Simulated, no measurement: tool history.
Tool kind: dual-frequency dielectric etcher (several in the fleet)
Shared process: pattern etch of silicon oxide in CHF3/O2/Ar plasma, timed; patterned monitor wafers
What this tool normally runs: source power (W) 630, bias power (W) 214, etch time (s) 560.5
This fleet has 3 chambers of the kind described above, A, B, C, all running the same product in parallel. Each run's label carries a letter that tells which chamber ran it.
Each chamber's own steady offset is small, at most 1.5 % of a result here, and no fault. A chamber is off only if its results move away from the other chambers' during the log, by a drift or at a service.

run	day	source power (W)	bias power (W)	etch time (s)	hours since the last wet clean	hours since the last source power generator calibration	hours since the last bias power generator calibration	read-back reference wafer on the same gauge, depth_nm	mean etch depth across the wafer (angstrom)
1B	0.312	630	214	560.5	267.4	3941.3	3961.5	1000.20	12122.0
2A	0.683	630	214	560.5	19.7	636.4	2297.4	999.76	11971.0
3C	0.933	630	214	560.5	345.4	414.1	218.0	999.51	12037.0
4B	1.208	630	214	560.5	288.9	3962.8	3983.0	999.36	12092.0
5C	1.654	630	214	560.5	362.7	431.4	235.3	999.30	12067.0
6A	1.979	630	214	687.0	50.8	667.5	2328.5	999.10	14635.0
7B	2.229	630	214	687.0	313.4	3987.3	4007.5	999.25	14807.0
8C	2.429	630	214	687.0	381.3	450.0	253.9	998.80	14758.0
9A	2.746	630	214	560.5	69.2	685.9	2346.9	998.76	11954.0
10A	3.154	630	214	560.5	79.0	695.7	2356.7	998.48	11916.0
11C	3.579	630	214	560.5	408.9	477.6	281.5	998.13	12018.0
12B	3.883	630	214	560.5	353.1	4027.0	4047.2	998.27	12073.0
13A	4.117	630	246	560.5	102.1	718.8	2379.8	998.14	12520.0
14B	4.467	630	246	560.5	367.1	4041.0	4061.2	997.64	12663.0
15C	4.871	630	246	560.5	439.9	508.6	312.5	997.60	12623.0
16A	5.183	630	214	560.5	127.7	744.4	2405.4	997.39	11921.0
17C	5.492	630	214	560.5	454.8	523.5	327.4	997.44	12032.0
18B	5.738	630	214	560.5	397.6	4071.5	4091.7	997.15	12073.0
19C	6.046	630	214	560.5	468.1	536.8	340.7	997.02	11995.0
20A	6.454	630	214	560.5	158.2	774.9	2435.9	996.86	11906.0
21B	6.812	630	214	560.5	423.4	4097.3	4117.5	996.56	12094.0
# day 7.012: chamber B: source power generator calibrated
22B	7.029	630	237	560.5	428.6	0.5	4122.7	996.83	12515.0
23A	7.225	630	237	560.5	176.7	793.4	2454.4	996.23	12330.0
24C	7.546	630	237	560.5	504.1	572.8	376.7	996.26	12460.0
25C	7.779	630	214	560.5	509.7	578.4	382.3	996.22	11993.0
26A	8.133	630	214	560.5	198.5	815.2	2476.2	996.18	11931.0
27B	8.538	630	165	409.0	464.8	36.7	4158.9	995.65	8046.1
28A	8.854	630	165	409.0	215.8	832.5	2493.5	995.98	7974.7
29B	9.108	630	165	409.0	478.5	50.4	4172.6	995.74	8067.1
30C	9.325	630	214	560.5	546.8	615.5	419.4	995.65	11999.0

Next, all 3 chambers run the settings below, one line each with question marks for the results. What does each chamber give?
31A	9.646	630	214	560.5					?
31B	9.646	630	214	560.5					?
31C	9.646	630	214	560.5					?

run	mean etch depth across the wafer (angstrom)
31A	11905.0
31B	12044.0
31C	12004.0
